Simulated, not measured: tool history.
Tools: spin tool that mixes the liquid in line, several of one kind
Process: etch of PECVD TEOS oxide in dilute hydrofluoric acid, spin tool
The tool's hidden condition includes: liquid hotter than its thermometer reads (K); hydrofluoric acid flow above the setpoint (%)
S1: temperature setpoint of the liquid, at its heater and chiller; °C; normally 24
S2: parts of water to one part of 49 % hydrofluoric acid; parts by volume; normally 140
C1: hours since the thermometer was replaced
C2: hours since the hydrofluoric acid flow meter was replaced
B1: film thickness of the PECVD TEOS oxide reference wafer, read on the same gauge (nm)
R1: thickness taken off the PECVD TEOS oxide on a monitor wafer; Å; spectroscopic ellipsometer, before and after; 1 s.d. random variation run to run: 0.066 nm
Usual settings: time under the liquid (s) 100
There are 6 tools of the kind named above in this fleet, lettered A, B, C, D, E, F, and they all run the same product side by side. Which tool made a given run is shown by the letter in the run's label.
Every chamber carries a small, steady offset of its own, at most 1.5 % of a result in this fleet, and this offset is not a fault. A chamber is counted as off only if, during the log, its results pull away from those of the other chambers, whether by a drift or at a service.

Run 1A, hour 16: usual settings; C1 1552.1; C2 1207.1; B1 120.03. Result: R1 75.932 Å.
Run 2D, hour 30.5: usual settings; C1 1327.8; C2 144.8; B1 119.98. Result: R1 74.282 Å.
Run 3C, hour 43.4: usual settings; C1 2517.1; C2 470.9; B1 120.02. Result: R1 75.172 Å.
Run 4F, hour 51.1: usual settings; C1 164.7; C2 806.3; B1 120.03. Result: R1 74.55 Å.
Run 5B, hour 61.4: usual settings; C1 1095.3; C2 1055; B1 120.01. Result: R1 76.553 Å.
Run 6E, hour 71: usual settings but S1 28.5 °C; C1 796.1; C2 679.8; B1 120.03. Result: R1 90.568 Å.
Run 7E, hour 85.9: usual settings but S1 28.5 °C; C1 811; C2 694.7; B1 120.02. Result: R1 89.56 Å.
Run 8C, hour 98.9: usual settings but S1 28.5 °C; C1 2572.6; C2 526.4; B1 119.99. Result: R1 88.828 Å.
At hour 105: chamber E: hydrofluoric acid flow meter replaced.
Run 9A, hour 114.4: usual settings but S1 28.5 °C; C1 1650.5; C2 1305.5; B1 120.01. Result: R1 89.687 Å.
Run 10F, hour 122.6: usual settings but S1 28.5 °C; C1 236.2; C2 877.8; B1 120.01. Result: R1 88.87 Å.
Run 11D, hour 132.4: usual settings but S1 28.5 °C; C1 1429.7; C2 246.7; B1 120. Result: R1 91.038 Å.
At hour 144.6: chamber C: thermometer replaced.
Run 12B, hour 148.3: usual settings; C1 1182.2; C2 1141.9; B1 120. Result: R1 75.641 Å.
Run 13A, hour 155.7: usual settings; C1 1691.8; C2 1346.8; B1 120.02. Result: R1 75.166 Å.
At hour 160.1: chamber C: hydrofluoric acid flow meter replaced.
Run 14B, hour 171: usual settings; C1 1204.9; C2 1164.6; B1 120.02. Result: R1 76.326 Å.
Run 15E, hour 182.9: usual settings; C1 908; C2 77.9; B1 119.94. Result: R1 75.104 Å.
Run 16D, hour 191.7: usual settings; C1 1489; C2 306; B1 120.03. Result: R1 75.825 Å.
Run 17C, hour 201.2: usual settings; C1 56.7; C2 41.1; B1 119.98. Result: R1 75.215 Å.
Run 18F, hour 210.1: usual settings; C1 323.7; C2 965.3; B1 120. Result: R1 74.138 Å.
Run 19F, hour 219.2: usual settings; C1 332.8; C2 974.4; B1 119.96. Result: R1 74.536 Å.
Run 20B, hour 227.9: usual settings; C1 1261.8; C2 1221.5; B1 120.05. Result: R1 76.557 Å.
Run 21C, hour 238.7: usual settings; C1 94.2; C2 78.6; B1 120.02. Result: R1 75.032 Å.
Run 22E, hour 249.1: usual settings; C1 974.2; C2 144.1; B1 120. Result: R1 75.636 Å.
Run 23A, hour 264.9: usual settings; C1 1801; C2 1456; B1 120.01. Result: R1 75.337 Å.
Run 24D, hour 276.2: usual settings; C1 1573.5; C2 390.5; B1 120. Result: R1 74.881 Å.
Run 25F, hour 283.3: usual settings; C1 396.9; C2 1038.5; B1 120.02. Result: R1 73.725 Å.
Run 26E, hour 294.5: usual settings; C1 1019.6; C2 189.5; B1 120. Result: R1 76.136 Å.
Run 27C, hour 304.8: usual settings; C1 160.3; C2 144.7; B1 120.06. Result: R1 75.662 Å.
Run 28B, hour 321: usual settings; C1 1354.9; C2 1314.6; B1 119.99. Result: R1 79.018 Å.
Run 29A, hour 333.6: usual settings; C1 1869.7; C2 1524.7; B1 119.99. Result: R1 76.267 Å.
Run 30D, hour 344.4: usual settings but S1 22 °C; C1 1641.7; C2 458.7; B1 119.97. Result: R1 69.918 Å.
Run 31D, hour 357.6: usual settings but S1 22 °C; C1 1654.9; C2 471.9; B1 119.99. Result: R1 69.519 Å.
At hour 359.7: chamber F: thermometer replaced.
Run 32A, hour 370.4: usual settings but S1 22 °C; C1 1906.5; C2 1561.5; B1 120.01. Result: R1 69.635 Å.
Run 33B, hour 382.1: usual settings but S1 22 °C; C1 1416; C2 1375.7; B1 119.97. Result: R1 73.303 Å.
Run 34E, hour 394.4: usual settings but S1 22 °C; C1 1119.5; C2 289.4; B1 119.99. Result: R1 71.012 Å.
Run 35F, hour 402.1: usual settings but S1 22 °C; C1 42.5; C2 1157.3; B1 119.94. Result: R1 70.209 Å.
Run 36C, hour 410.5: usual settings; C1 266; C2 250.4; B1 120.01. Result: R1 75.479 Å.
Run 37E, hour 422.6: usual settings; C1 1147.7; C2 317.6; B1 120.01. Result: R1 76.115 Å.
Run 38B, hour 429.7: usual settings; C1 1463.6; C2 1423.3; B1 120.01. Result: R1 81.436 Å.
Run 39A, hour 443.5: usual settings but S2 180 parts by volume; C1 1979.6; C2 1634.6; B1 119.98. Result: R1 56.297 Å.
Run 40C, hour 450.6: usual settings but S2 180 parts by volume; C1 306.1; C2 290.5; B1 119.99. Result: R1 56.565 Å.

All 6 chambers run these settings next. Forecast each chamber's results:
Run 41A, hour 462.4: usual settings but S1 19.5 °C. Result: R1 ?.
Run 41B, hour 462.4: usual settings but S1 19.5 °C. Result: R1 ?.
Run 41C, hour 462.4: usual settings but S1 19.5 °C. Result: R1 ?.
Run 41D, hour 462.4: usual settings but S1 19.5 °C. Result: R1 ?.
Run 41E, hour 462.4: usual settings but S1 19.5 °C. Result: R1 ?.
Run 41F, hour 462.4: usual settings but S1 19.5 °C. Result: R1 ?.

run      R1
41A  63.527
41B   66.82
41C  62.807
41D  62.742
41E  62.655
41F  63.022

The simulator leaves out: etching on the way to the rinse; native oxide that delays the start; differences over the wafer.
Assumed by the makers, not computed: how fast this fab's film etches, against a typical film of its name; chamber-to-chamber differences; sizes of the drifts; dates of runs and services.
